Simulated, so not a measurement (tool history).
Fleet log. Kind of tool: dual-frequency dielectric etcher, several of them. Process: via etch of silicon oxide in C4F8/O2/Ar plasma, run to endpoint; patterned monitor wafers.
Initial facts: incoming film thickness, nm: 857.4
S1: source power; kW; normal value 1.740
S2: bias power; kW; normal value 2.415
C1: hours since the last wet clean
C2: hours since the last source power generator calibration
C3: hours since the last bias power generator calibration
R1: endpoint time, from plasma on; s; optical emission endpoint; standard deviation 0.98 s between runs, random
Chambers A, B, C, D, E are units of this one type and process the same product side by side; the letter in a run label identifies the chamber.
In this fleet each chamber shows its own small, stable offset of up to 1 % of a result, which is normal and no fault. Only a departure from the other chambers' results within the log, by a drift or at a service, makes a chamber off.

run	hour	S1	S2	C1	C2	C3	R1
1E	8.5	1.740	2.415	400.0	350.5	1335.0	170.53
2A	18.1	1.740	2.415	258.3	2594.8	2640.0	167.59
3D	29.3	1.740	2.415	576.5	1093.9	1601.1	168.74
# hour 36.2: chamber D: wet clean of the chamber
4B	40.1	1.740	2.415	190.8	1244.9	1499.7	170.47
5C	45.8	1.490	2.727	187.3	1976.9	1878.5	170.03
6C	52.1	1.490	2.727	193.6	1983.2	1884.8	170.80
7D	58.1	1.490	2.727	21.9	1122.7	1629.9	173.33
8A	65.6	1.490	2.727	305.8	2642.3	2687.5	171.74
9E	74.7	1.490	2.727	466.2	416.7	1401.2	173.52
10B	82.6	1.740	2.711	233.3	1287.4	1542.2	164.16
11B	91.2	1.740	2.711	241.9	1296.0	1550.8	164.25
12E	100.0	1.740	2.711	491.5	442.0	1426.5	162.40
13A	108.2	1.740	2.711	348.4	2684.9	2730.1	160.17
14D	114.3	1.740	2.711	78.1	1178.9	1686.1	163.00
15C	124.2	1.740	2.415	265.7	2055.3	1956.9	166.55
16E	132.9	1.740	2.415	524.4	474.9	1459.4	168.33
17C	138.2	1.740	2.415	279.7	2069.3	1970.9	167.27
18B	146.5	1.740	2.415	297.2	1351.3	1606.1	168.72
19D	153.9	1.740	2.415	117.7	1218.5	1725.7	167.63
20A	160.8	1.740	2.415	401.0	2737.5	2782.7	167.01
21D	168.6	1.740	2.415	132.4	1233.2	1740.4	169.58
22E	175.6	1.740	2.415	567.1	517.6	1502.1	167.74
23C	183.9	1.740	2.415	325.4	2115.0	2016.6	167.84
24B	192.9	1.740	2.415	343.6	1397.7	1652.5	166.04
# hour 198.8: chamber E: wet clean of the chamber
25A	203.8	1.610	2.948	444.0	2780.5	2825.7	161.68
26B	215.1	1.610	2.948	365.8	1419.9	1674.7	160.93
27E	227.5	1.610	2.948	28.7	569.5	1554.0	164.59
28C	234.0	1.610	2.948	375.5	2165.1	2066.7	163.81
29A	241.6	1.610	2.948	481.8	2818.3	2863.5	161.78
30D	250.3	1.740	2.415	214.1	1314.9	1822.1	168.87
31A	261.4	1.740	2.415	501.6	2838.1	2883.3	167.52
32E	270.2	1.740	2.415	71.4	612.2	1596.7	168.98
# hour 272.3: chamber A: wet clean of the chamber
33C	276.9	1.740	2.415	418.4	2208.0	2109.6	169.46
34B	288.6	1.740	2.415	439.3	1493.4	1748.2	163.40
35D	298.5	2.110	2.183	262.3	1363.1	1870.3	159.75
36B	310.0	2.110	2.183	460.7	1514.8	1769.6	155.56
37D	317.9	2.110	2.183	281.7	1382.5	1889.7	161.36
38A	324.1	2.110	2.183	51.8	2900.8	2946.0	159.74
39E	332.4	2.110	2.183	133.6	674.4	1658.9	159.34

All 5 chambers run these settings next. Forecast each chamber's results:
40A	341.4	2.140	2.415				?
40B	341.4	2.140	2.415				?
40C	341.4	2.140	2.415				?
40D	341.4	2.140	2.415				?
40E	341.4	2.140	2.415				?

run	R1
40A	153.48
40B	148.13
40C	153.81
40D	153.48
40E	153.60

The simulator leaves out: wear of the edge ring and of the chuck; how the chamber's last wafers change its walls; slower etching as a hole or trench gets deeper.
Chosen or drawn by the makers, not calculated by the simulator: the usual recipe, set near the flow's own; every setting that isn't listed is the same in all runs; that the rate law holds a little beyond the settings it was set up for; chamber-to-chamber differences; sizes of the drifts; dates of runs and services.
